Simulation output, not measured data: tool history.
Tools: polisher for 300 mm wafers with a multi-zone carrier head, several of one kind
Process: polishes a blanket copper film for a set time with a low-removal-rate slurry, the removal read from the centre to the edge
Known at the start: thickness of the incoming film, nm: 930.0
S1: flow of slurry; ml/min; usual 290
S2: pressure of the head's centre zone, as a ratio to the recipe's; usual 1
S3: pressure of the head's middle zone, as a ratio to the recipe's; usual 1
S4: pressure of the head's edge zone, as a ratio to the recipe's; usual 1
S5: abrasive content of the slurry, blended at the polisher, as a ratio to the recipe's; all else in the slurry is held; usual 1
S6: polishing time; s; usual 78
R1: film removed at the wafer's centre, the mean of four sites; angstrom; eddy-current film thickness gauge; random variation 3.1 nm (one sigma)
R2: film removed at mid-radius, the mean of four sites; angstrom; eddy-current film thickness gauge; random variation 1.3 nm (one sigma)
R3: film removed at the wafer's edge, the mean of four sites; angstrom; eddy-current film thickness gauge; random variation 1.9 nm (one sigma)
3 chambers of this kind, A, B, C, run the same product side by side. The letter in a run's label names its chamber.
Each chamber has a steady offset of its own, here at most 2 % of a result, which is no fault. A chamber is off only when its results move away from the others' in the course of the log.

At hour 8.4: chamber C: worn pad replaced by a new one.
Run 1B, hour 9.3: usual settings. Result: R1 2126.3 angstrom, R2 2119.4 angstrom, R3 2136.7 angstrom.
Run 2A, hour 18.5: usual settings. Result: R1 2093.7 angstrom, R2 2065.9 angstrom, R3 2076.7 angstrom.
Run 3C, hour 27.2: usual settings. Result: R1 2056.9 angstrom, R2 2105.5 angstrom, R3 2107.6 angstrom.
Run 4B, hour 37.5: usual settings. Result: R1 2118.7 angstrom, R2 2099.7 angstrom, R3 2134.6 angstrom.
Run 5A, hour 46.2: usual settings. Result: R1 2077.8 angstrom, R2 2085 angstrom, R3 2087.9 angstrom.
Run 6C, hour 60.3: usual settings. Result: R1 2096.9 angstrom, R2 2113.7 angstrom, R3 2073.8 angstrom.
Run 7A, hour 67.6: usual settings. Result: R1 2082.7 angstrom, R2 2082 angstrom, R3 2071.9 angstrom.
Run 8C, hour 83.8: usual settings. Result: R1 2073.5 angstrom, R2 2125.8 angstrom, R3 2093.1 angstrom.
Run 9B, hour 96.2: usual settings but S2 1.05, S5 0.9. Result: R1 2213.7 angstrom, R2 2058.5 angstrom, R3 2045.4 angstrom.
Run 10A, hour 109.6: usual settings but S2 1.05, S5 0.9. Result: R1 2095.8 angstrom, R2 2046 angstrom, R3 2002.3 angstrom.
At hour 116.7: chamber A: worn pad replaced by a new one.
Run 11C, hour 118.2: usual settings but S2 1.05, S5 0.9. Result: R1 2126.9 angstrom, R2 2059.2 angstrom, R3 2085.2 angstrom.
At hour 118.7: chamber C: worn pad replaced by a new one.
Run 12B, hour 132.3: usual settings but S1 350 ml/min. Result: R1 2185.1 angstrom, R2 2134.1 angstrom, R3 2128.6 angstrom.
Run 13A, hour 144.6: usual settings but S1 350 ml/min. Result: R1 2128.7 angstrom, R2 2120 angstrom, R3 2112.6 angstrom.
At hour 149.9: chamber B: worn pad replaced by a new one.
Run 14C, hour 156.9: usual settings but S1 350 ml/min. Result: R1 2103.8 angstrom, R2 2129.8 angstrom, R3 2106.5 angstrom.
Run 15B, hour 165.3: usual settings but S1 195 ml/min, S5 0.75. Result: R1 1900.4 angstrom, R2 1888.8 angstrom, R3 1883.7 angstrom.
Run 16A, hour 178.4: usual settings but S1 195 ml/min, S5 0.75. Result: R1 1878.2 angstrom, R2 1837.6 angstrom, R3 1891.1 angstrom.
Run 17B, hour 191.4: usual settings but S1 195 ml/min, S5 0.75. Result: R1 1925.7 angstrom, R2 1870.9 angstrom, R3 1895.3 angstrom.
Run 18C, hour 200.7: usual settings but S6 63 s. Result: R1 1693.3 angstrom, R2 1705.2 angstrom, R3 1692.8 angstrom.
At hour 200.9: chamber C: edge zone pressure recalibrated.
Run 19A, hour 212.9: usual settings but S6 63 s. Result: R1 1672.3 angstrom, R2 1676.9 angstrom, R3 1679.7 angstrom.
At hour 221.5: chamber C: worn pad replaced by a new one.
Run 20C, hour 225.3: usual settings but S6 63 s. Result: R1 1652.9 angstrom, R2 1727.5 angstrom, R3 1662.8 angstrom.
At hour 232.6: chamber A: slurry nozzle cleaned.
Run 21B, hour 237.2: usual settings. Result: R1 2135.2 angstrom, R2 2115.3 angstrom, R3 2106.7 angstrom.
Run 22B, hour 251.4: usual settings. Result: R1 2108.5 angstrom, R2 2105.5 angstrom, R3 2089.2 angstrom.
Run 23C, hour 267.5: usual settings. Result: R1 2067.5 angstrom, R2 2098 angstrom, R3 2093.5 angstrom.
Run 24A, hour 276.3: usual settings. Result: R1 2074.4 angstrom, R2 2090.4 angstrom, R3 2051.5 angstrom.
Run 25B, hour 285.4: usual settings. Result: R1 2148.1 angstrom, R2 2082.2 angstrom, R3 2116 angstrom.
Run 26C, hour 294.1: usual settings. Result: R1 2064.4 angstrom, R2 2113.7 angstrom, R3 2103.5 angstrom.
Run 27A, hour 306.8: usual settings. Result: R1 2063.4 angstrom, R2 2072.4 angstrom, R3 2103.8 angstrom.
At hour 316.6: chamber C: worn pad replaced by a new one.
Run 28B, hour 321.7: usual settings. Result: R1 2151 angstrom, R2 2090.5 angstrom, R3 2096.4 angstrom.
At hour 323.8: chamber B: worn pad replaced by a new one.
Run 29C, hour 337.5: usual settings but S3 1.08. Result: R1 2065.6 angstrom, R2 2267.5 angstrom, R3 2111.5 angstrom.
At hour 341: chamber A: worn pad replaced by a new one.
Run 30A, hour 350.8: usual settings but S3 1.08. Result: R1 2109.1 angstrom, R2 2247.5 angstrom, R3 2075 angstrom.
Run 31C, hour 363.8: usual settings but S3 1.08. Result: R1 2081.7 angstrom, R2 2245.9 angstrom, R3 2107.7 angstrom.
Run 32B, hour 377.8: usual settings. Result: R1 2128.4 angstrom, R2 2111.7 angstrom, R3 2106.3 angstrom.
Run 33A, hour 391.5: usual settings. Result: R1 2110 angstrom, R2 2074.6 angstrom, R3 2088.9 angstrom.
At hour 392.3: chamber A: centre zone pressure recalibrated.
Run 34A, hour 400.8: usual settings but S5 0.7, S6 56 s. Result: R1 1379.6 angstrom, R2 1397.6 angstrom, R3 1376.8 angstrom.
Run 35C, hour 410.6: usual settings but S5 0.7, S6 56 s. Result: R1 1398.6 angstrom, R2 1418.5 angstrom, R3 1392.8 angstrom.
Run 36B, hour 420.5: usual settings but S5 0.7, S6 56 s. Result: R1 1395.7 angstrom, R2 1406.3 angstrom, R3 1406.8 angstrom.
Run 37B, hour 434.4: usual settings. Result: R1 2105 angstrom, R2 2097.9 angstrom, R3 2130.2 angstrom.
At hour 438.3: chamber C: worn pad replaced by a new one.
Run 38C, hour 445.1: usual settings. Result: R1 2080.1 angstrom, R2 2106.2 angstrom, R3 2098 angstrom.

All 3 chambers run these settings next. Forecast each chamber's results:
Run 39A, hour 457: usual settings. Result: R1 ?, R2 ?, R3 ?.
Run 39B, hour 457: usual settings. Result: R1 ?, R2 ?, R3 ?.
Run 39C, hour 457: usual settings. Result: R1 ?, R2 ?, R3 ?.

run      R1      R2      R3
39A  2037.5  2098.2  2086.4
39B  2100.6  2086.8  2123.5
39C  2066.4    2073  2081.2

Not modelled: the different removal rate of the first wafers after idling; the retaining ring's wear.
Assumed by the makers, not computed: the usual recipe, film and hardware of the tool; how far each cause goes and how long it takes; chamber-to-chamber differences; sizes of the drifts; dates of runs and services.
